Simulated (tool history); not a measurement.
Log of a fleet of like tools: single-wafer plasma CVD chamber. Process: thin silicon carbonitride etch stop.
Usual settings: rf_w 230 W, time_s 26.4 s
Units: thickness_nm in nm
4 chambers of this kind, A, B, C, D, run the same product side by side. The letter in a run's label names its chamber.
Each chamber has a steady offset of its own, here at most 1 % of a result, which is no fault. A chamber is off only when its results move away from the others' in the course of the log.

run   hour  rf_w  time_s  read-back reference wafer on the same gauge, thickness_nm  thickness_nm
 1D    3.4   230    26.4                                                     13.403        15.825
 2A    6.8   230    26.4                                                     13.404        15.634
 3C    9.3   230    26.4                                                     13.407        15.637
 4B   14.3   230    26.4                                                     13.408        15.691
 5B   18.3   230    26.4                                                     13.406        15.633
 6D   21.0   230    26.4                                                     13.408        15.860
 7A   25.0   230    26.4                                                     13.408        15.650
 8C   29.0   230    26.4                                                     13.417        15.625
 9C   31.7   230    26.4                                                     13.421        15.657
10B   35.2   230    26.4                                                     13.416        15.681
11A   38.8   230    26.4                                                     13.425        15.676
      39.8  -- chamber B: RF generator calibrated
12D   41.0   230    26.4                                                     13.421        15.864
13B   45.7   230    26.4                                                     13.431        15.715
14C   50.1   205    23.6                                                     13.436        13.587
15D   52.9   205    23.6                                                     13.428        13.657
16A   56.8   205    23.6                                                     13.431        13.531
17D   60.1   205    23.6                                                     13.433        13.660
18A   64.6   230    26.4                                                     13.436        15.685
      66.0  -- chamber A: thermocouple changed; heater temperature recalibrated
19B   68.3   230    26.4                                                     13.436        15.731
20C   72.1   230    26.4                                                     13.442        15.665
21C   76.9   230    26.4                                                     13.446        15.670
22A   82.0   230    26.4                                                     13.441        15.723
23D   85.4   230    26.4                                                     13.453        15.885
24B   90.5   230    26.4                                                     13.454        15.761
25A   95.0   215    23.3                                                     13.455        13.539
26C   97.5   215    23.3                                                     13.463        13.586
27B   99.9   215    23.3                                                     13.461        13.635
28D  104.8   215    23.3                                                     13.459        13.738
29A  108.8   230    26.4                                                     13.466        15.737
30C  113.0   230    26.4                                                     13.462        15.705
31D  117.3   230    26.4                                                     13.468        15.923
32B  120.4   230    26.4                                                     13.473        15.769
33A  124.9   230    26.4                                                     13.467        15.749
34B  127.4   230    26.4                                                     13.469        15.722
35D  130.3   245    22.3                                                     13.470        13.673
36C  134.4   245    22.3                                                     13.477        13.541
37C  138.0   245    22.3                                                     13.481        13.535
38D  140.7   245    22.3                                                     13.483        13.736
39B  143.9   260    29.7                                                     13.479        18.384
40A  146.9   260    29.7                                                     13.484        18.379

What goes on in this fleet: one chamber off, a drifting gauge, or nothing beyond the chambers' own small offsets? Name the chamber and the cause, if any.

The gauge drifts, so all chambers seem to drift together. No chamber is off.
Cause: gauge reads high (%) = 0.658.

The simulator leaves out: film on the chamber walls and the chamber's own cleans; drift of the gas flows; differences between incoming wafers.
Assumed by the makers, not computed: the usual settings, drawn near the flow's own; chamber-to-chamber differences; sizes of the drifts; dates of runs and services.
